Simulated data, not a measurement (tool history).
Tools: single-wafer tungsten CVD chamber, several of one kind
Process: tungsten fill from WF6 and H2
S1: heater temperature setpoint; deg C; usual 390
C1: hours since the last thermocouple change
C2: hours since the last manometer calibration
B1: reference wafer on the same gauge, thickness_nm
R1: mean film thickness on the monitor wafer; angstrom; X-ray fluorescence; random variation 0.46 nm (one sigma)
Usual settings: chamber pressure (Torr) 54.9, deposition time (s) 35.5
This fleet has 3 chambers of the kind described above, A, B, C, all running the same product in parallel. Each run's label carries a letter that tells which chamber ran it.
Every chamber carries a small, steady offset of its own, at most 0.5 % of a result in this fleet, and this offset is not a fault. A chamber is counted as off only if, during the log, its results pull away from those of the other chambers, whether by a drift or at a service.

{"run": "1C", "hour": 5.4, "S1": 390, "chamber pressure (Torr)": 54.9, "deposition time (s)": 35.5, "C1": 1689.6, "C2": 99.4, "B1": 96.134, "R1": 1135.9}
{"run": "2B", "hour": 10.3, "S1": 390, "chamber pressure (Torr)": 54.9, "deposition time (s)": 35.5, "C1": 146.4, "C2": 535.3, "B1": 95.965, "R1": 1128.2}
{"run": "3A", "hour": 14.9, "S1": 390, "chamber pressure (Torr)": 54.9, "deposition time (s)": 35.5, "C1": 2765.5, "C2": 847.5, "B1": 96.029, "R1": 1128.8}
{"run": "4A", "hour": 19.1, "S1": 390, "chamber pressure (Torr)": 54.9, "deposition time (s)": 35.5, "C1": 2769.7, "C2": 851.7, "B1": 96.013, "R1": 1125.3}
{"run": "5B", "hour": 24.2, "S1": 390, "chamber pressure (Torr)": 54.9, "deposition time (s)": 35.5, "C1": 160.3, "C2": 549.2, "B1": 96.025, "R1": 1122.5}
{"run": "6C", "hour": 27.1, "S1": 390, "chamber pressure (Torr)": 54.9, "deposition time (s)": 35.5, "C1": 1711.3, "C2": 121.1, "B1": 95.976, "R1": 1131.8}
{"run": "7B", "hour": 31.7, "S1": 390, "chamber pressure (Torr)": 54.9, "deposition time (s)": 35.5, "C1": 167.8, "C2": 556.7, "B1": 96.004, "R1": 1116.3}
{"run": "8A", "hour": 35.0, "S1": 390, "chamber pressure (Torr)": 54.9, "deposition time (s)": 35.5, "C1": 2785.6, "C2": 867.6, "B1": 95.973, "R1": 1131.4}
{"run": "9C", "hour": 39.7, "S1": 379, "chamber pressure (Torr)": 54.9, "deposition time (s)": 32.1, "C1": 1723.9, "C2": 133.7, "B1": 96.004, "R1": 827.87}
{"run": "10C", "hour": 43.4, "S1": 379, "chamber pressure (Torr)": 54.9, "deposition time (s)": 32.1, "C1": 1727.6, "C2": 137.4, "B1": 95.966, "R1": 820.37}
{"run": "11A", "hour": 47.6, "S1": 379, "chamber pressure (Torr)": 54.9, "deposition time (s)": 32.1, "C1": 2798.2, "C2": 880.2, "B1": 95.966, "R1": 820.21}
{"run": "12B", "hour": 53.0, "S1": 390, "chamber pressure (Torr)": 54.9, "deposition time (s)": 35.5, "C1": 189.1, "C2": 578, "B1": 96.005, "R1": 1129.6}
{"hour": 54.3, "done": "chamber A: thermocouple changed; heater temperature recalibrated"}
{"run": "13B", "hour": 55.7, "S1": 390, "chamber pressure (Torr)": 54.9, "deposition time (s)": 35.5, "C1": 191.8, "C2": 580.7, "B1": 96.016, "R1": 1121.7}
{"run": "14A", "hour": 58.7, "S1": 390, "chamber pressure (Torr)": 54.9, "deposition time (s)": 35.5, "C1": 4.5, "C2": 891.3, "B1": 95.978, "R1": 1199.5}
{"run": "15C", "hour": 63.4, "S1": 390, "chamber pressure (Torr)": 54.9, "deposition time (s)": 35.5, "C1": 1747.6, "C2": 157.4, "B1": 95.987, "R1": 1139}
{"run": "16C", "hour": 69.0, "S1": 390, "chamber pressure (Torr)": 54.9, "deposition time (s)": 35.5, "C1": 1753.2, "C2": 163, "B1": 96.003, "R1": 1140.8}
{"run": "17B", "hour": 73.9, "S1": 390, "chamber pressure (Torr)": 54.9, "deposition time (s)": 35.5, "C1": 210, "C2": 598.9, "B1": 96.005, "R1": 1129}
{"run": "18A", "hour": 77.6, "S1": 390, "chamber pressure (Torr)": 54.9, "deposition time (s)": 35.5, "C1": 23.4, "C2": 910.2, "B1": 95.931, "R1": 1199}
{"run": "19B", "hour": 81.9, "S1": 390, "chamber pressure (Torr)": 54.9, "deposition time (s)": 35.5, "C1": 218, "C2": 606.9, "B1": 96.015, "R1": 1122.2}
{"run": "20A", "hour": 86.6, "S1": 390, "chamber pressure (Torr)": 54.9, "deposition time (s)": 35.5, "C1": 32.4, "C2": 919.2, "B1": 95.967, "R1": 1198.1}

Is one chamber off against the others, does the gauge drift, or is nothing wrong? If a chamber is off, say which, and what the likeliest cause is.

A service left chamber A off against the others.
Likeliest cause: wafer temperature above the value expected at the setpoint (K) = 2.95.

Which of the 4 candidates below, each the usual settings with something changed and its results left as question marks, puts chamber A back in line with what the other chambers give on the usual settings?
In-line tolerance around the mean of the other chambers on the usual settings: R1 16 angstrom
{"run": "21A-1", "hour": 90.7, "S1": 392, "chamber pressure (Torr)": 55.5, "deposition time (s)": 36.1, "R1": "?"}
{"run": "21A-2", "hour": 90.7, "S1": 388, "chamber pressure (Torr)": 54.3, "deposition time (s)": 34.9, "R1": "?"}
{"run": "21A-3", "hour": 90.7, "S1": 390, "chamber pressure (Torr)": 57.5, "deposition time (s)": 38, "R1": "?"}
{"run": "21A-4", "hour": 90.7, "S1": 387, "chamber pressure (Torr)": 54.9, "deposition time (s)": 34.4, "R1": "?"}

The other chambers' mean on the usual settings: R1 1131.4 angstrom
run=21A-1 R1=1269
run=21A-2 R1=1126.5
run=21A-3 R1=1306.9
run=21A-4 R1=1094.6
21A-2 brings the chamber back in line.
